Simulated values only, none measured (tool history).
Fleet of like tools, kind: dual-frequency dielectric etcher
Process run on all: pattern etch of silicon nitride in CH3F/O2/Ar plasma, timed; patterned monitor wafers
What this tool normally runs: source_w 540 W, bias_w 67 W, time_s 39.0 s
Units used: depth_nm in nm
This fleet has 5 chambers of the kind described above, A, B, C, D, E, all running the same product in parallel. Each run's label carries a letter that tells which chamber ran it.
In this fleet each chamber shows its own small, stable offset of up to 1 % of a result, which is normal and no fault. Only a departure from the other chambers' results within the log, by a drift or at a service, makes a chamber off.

| run | day | source_w | bias_w | time_s | read-back reference wafer on the same gauge, depth_nm | depth_nm |
|---|---|---|---|---|---|---|
|  | 0.188 | chamber D: wet clean of the chamber |
| 1E | 0.475 | 540 | 67 | 39.0 | 33.602 | 29.701 |
| 2D | 1.021 | 540 | 67 | 39.0 | 33.578 | 29.828 |
| 3A | 1.350 | 540 | 67 | 39.0 | 33.567 | 29.926 |
|  | 1.558 | chamber A: bias power generator calibrated |
| 4B | 2.033 | 540 | 67 | 39.0 | 33.579 | 29.897 |
| 5C | 2.496 | 540 | 67 | 39.0 | 33.567 | 29.980 |
| 6B | 3.129 | 540 | 67 | 39.0 | 33.562 | 29.832 |
| 7A | 3.650 | 540 | 67 | 39.0 | 33.545 | 29.906 |
| 8E | 4.300 | 540 | 83 | 30.0 | 33.543 | 24.446 |
| 9D | 4.667 | 540 | 83 | 30.0 | 33.538 | 24.626 |
| 10C | 5.025 | 540 | 83 | 30.0 | 33.531 | 24.795 |
| 11E | 5.392 | 540 | 83 | 30.0 | 33.536 | 24.466 |
| 12D | 5.738 | 540 | 83 | 30.0 | 33.528 | 24.646 |
| 13B | 6.417 | 540 | 67 | 39.0 | 33.514 | 29.834 |
| 14A | 6.725 | 540 | 67 | 39.0 | 33.507 | 29.811 |
|  | 6.767 | chamber A: wet clean of the chamber |
| 15C | 7.162 | 540 | 67 | 39.0 | 33.522 | 29.933 |
| 16D | 7.554 | 540 | 67 | 39.0 | 33.490 | 29.767 |
|  | 7.812 | chamber C: wet clean of the chamber |
| 17E | 8.092 | 610 | 67 | 39.0 | 33.497 | 31.018 |
| 18A | 8.708 | 610 | 67 | 39.0 | 33.481 | 31.129 |
| 19B | 9.179 | 610 | 67 | 39.0 | 33.466 | 31.339 |
| 20C | 9.638 | 610 | 67 | 39.0 | 33.487 | 31.310 |
| 21E | 10.008 | 610 | 67 | 39.0 | 33.480 | 30.993 |
| 22A | 10.496 | 540 | 67 | 39.0 | 33.461 | 29.808 |
| 23C | 10.954 | 540 | 67 | 39.0 | 33.457 | 29.897 |
| 24B | 11.354 | 620 | 67 | 34.5 | 33.449 | 27.834 |
| 25D | 11.971 | 620 | 67 | 34.5 | 33.453 | 27.674 |
| 26B | 12.283 | 620 | 67 | 34.5 | 33.434 | 27.707 |
| 27D | 12.638 | 620 | 67 | 34.5 | 33.450 | 27.673 |
| 28C | 12.962 | 620 | 67 | 34.5 | 33.431 | 27.753 |
| 29E | 13.483 | 540 | 67 | 39.0 | 33.421 | 29.423 |
|  | 13.771 | chamber E: wet clean of the chamber |
| 30A | 13.817 | 540 | 67 | 39.0 | 33.428 | 29.741 |
|  | 14.292 | chamber D: wet clean of the chamber |
| 31E | 14.467 | 540 | 56 | 35.0 | 33.417 | 24.917 |
| 32A | 14.954 | 540 | 56 | 35.0 | 33.410 | 25.244 |
| 33C | 15.267 | 540 | 56 | 35.0 | 33.400 | 25.277 |
| 34D | 15.738 | 540 | 56 | 35.0 | 33.403 | 25.075 |
| 35B | 16.117 | 540 | 56 | 35.0 | 33.396 | 25.191 |
| 36E | 16.762 | 540 | 67 | 39.0 | 33.387 | 29.572 |
| 37B | 17.321 | 540 | 67 | 39.0 | 33.364 | 29.720 |

Predict what each chamber gives when all 5 of them run the settings below next.
| 38A | 17.817 | 540 | 67 | 39.0 |  | ? |
| 38B | 17.817 | 540 | 67 | 39.0 |  | ? |
| 38C | 17.817 | 540 | 67 | 39.0 |  | ? |
| 38D | 17.817 | 540 | 67 | 39.0 |  | ? |
| 38E | 17.817 | 540 | 67 | 39.0 |  | ? |

| run | depth_nm |
|---|---|
| 38A | 29.771 |
| 38B | 29.728 |
| 38C | 29.704 |
| 38D | 29.632 |
| 38E | 29.471 |
